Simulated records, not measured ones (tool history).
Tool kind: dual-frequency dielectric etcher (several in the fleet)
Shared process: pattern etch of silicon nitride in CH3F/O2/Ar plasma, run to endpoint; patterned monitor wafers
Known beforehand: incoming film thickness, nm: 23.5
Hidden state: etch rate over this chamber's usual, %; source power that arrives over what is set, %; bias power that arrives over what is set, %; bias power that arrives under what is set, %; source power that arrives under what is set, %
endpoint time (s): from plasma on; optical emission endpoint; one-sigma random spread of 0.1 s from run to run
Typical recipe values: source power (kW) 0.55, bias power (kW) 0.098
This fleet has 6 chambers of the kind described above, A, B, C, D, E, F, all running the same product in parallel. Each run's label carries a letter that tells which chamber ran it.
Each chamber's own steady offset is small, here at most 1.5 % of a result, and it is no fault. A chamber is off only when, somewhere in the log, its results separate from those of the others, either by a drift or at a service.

run,hour,source power (kW),bias power (kW),hours since the last wet clean,hours since the last source power generator calibration,hours since the last bias power generator calibration,endpoint time (s)
1F,3.3,0.55,0.098,291.2,3165.2,2163.5,27.1
2A,8.6,0.55,0.098,158.8,175.5,2346.9,27.006
3C,14.6,0.55,0.098,544.8,173.8,63.1,26.844
4D,21.1,0.55,0.098,420.5,1091.9,2260.1,27.215
5E,27.2,0.55,0.098,121.5,1580.9,509.2,27.515
6B,32.3,0.55,0.098,315,663.9,506.3,27.084
7A,38.1,0.5,0.106,188.3,205,2376.4,26.952
8B,45.3,0.5,0.106,328,676.9,519.3,27.17
9D,51.1,0.5,0.106,450.5,1121.9,2290.1,27.237
# hour 54.5: chamber C: wet clean of the chamber
10C,55.3,0.5,0.106,0.9,214.5,103.8,27.422
11E,61.2,0.5,0.106,155.5,1614.9,543.2,27.741
12F,64.7,0.5,0.106,352.6,3226.6,2224.9,27.24
13B,71.9,0.55,0.098,354.6,703.5,545.9,27.275
14F,76.7,0.55,0.098,364.6,3238.6,2236.9,27.146
15A,82.6,0.55,0.098,232.8,249.5,2420.9,27.227
16D,87.5,0.55,0.098,486.9,1158.3,2326.5,27.328
17C,94.1,0.55,0.098,39.7,253.3,142.6,27.053
18E,98.8,0.55,0.098,193.1,1652.5,580.8,27.241
19B,104.2,0.55,0.098,386.9,735.8,578.2,27.185
20C,107.7,0.55,0.098,53.3,266.9,156.2,27.278
21D,111.2,0.55,0.098,510.6,1182,2350.2,27.082
22F,114.6,0.55,0.098,402.5,3276.5,2274.8,27.074
23E,117.7,0.55,0.082,212,1671.4,599.7,29.182
# hour 119.9: chamber B: wet clean of the chamber
24A,123.8,0.55,0.082,274,290.7,2462.1,28.652
25D,127.7,0.55,0.082,527.1,1198.5,2366.7,29.023
26A,131.1,0.55,0.082,281.3,298,2469.4,28.789
27B,137.5,0.55,0.082,17.6,769.1,611.5,28.857
# hour 140.4: chamber D: wet clean of the chamber
28F,144.4,0.55,0.082,432.3,3306.3,2304.6,28.849
29E,149.1,0.55,0.098,243.4,1702.8,631.1,27.385
30C,152.6,0.55,0.098,98.2,311.8,201.1,26.976
31D,158,0.55,0.098,17.6,1228.8,2397,27.043
32A,163.6,0.55,0.098,313.8,330.5,2501.9,26.804
33F,168.5,0.55,0.098,456.4,3330.4,2328.7,27.222
34B,175.5,0.55,0.098,55.6,807.1,649.5,27.332
35C,179.5,0.55,0.098,125.1,338.7,228,27.038
36E,184.8,0.45,0.108,279.1,1738.5,666.8,28.633
37E,191.6,0.45,0.108,285.9,1745.3,673.6,28.591
38F,198.3,0.45,0.108,486.2,3360.2,2358.5,28.307
39A,202.3,0.45,0.108,352.5,369.2,2540.6,28.047
40D,205.5,0.45,0.108,65.1,1276.3,2444.5,28.269
41B,211,0.45,0.108,91.1,842.6,685,28.232
42C,217.1,0.55,0.098,162.7,376.3,265.6,27.041

Next, all 6 chambers run the settings below, one line each with question marks for the results. What does each chamber give?
43A,222.2,0.55,0.109,,,,?
43B,222.2,0.55,0.109,,,,?
43C,222.2,0.55,0.109,,,,?
43D,222.2,0.55,0.109,,,,?
43E,222.2,0.55,0.109,,,,?
43F,222.2,0.55,0.109,,,,?

run,endpoint time (s)
43A,26.025
43B,26.087
43C,26.11
43D,26.123
43E,26.286
43F,25.939
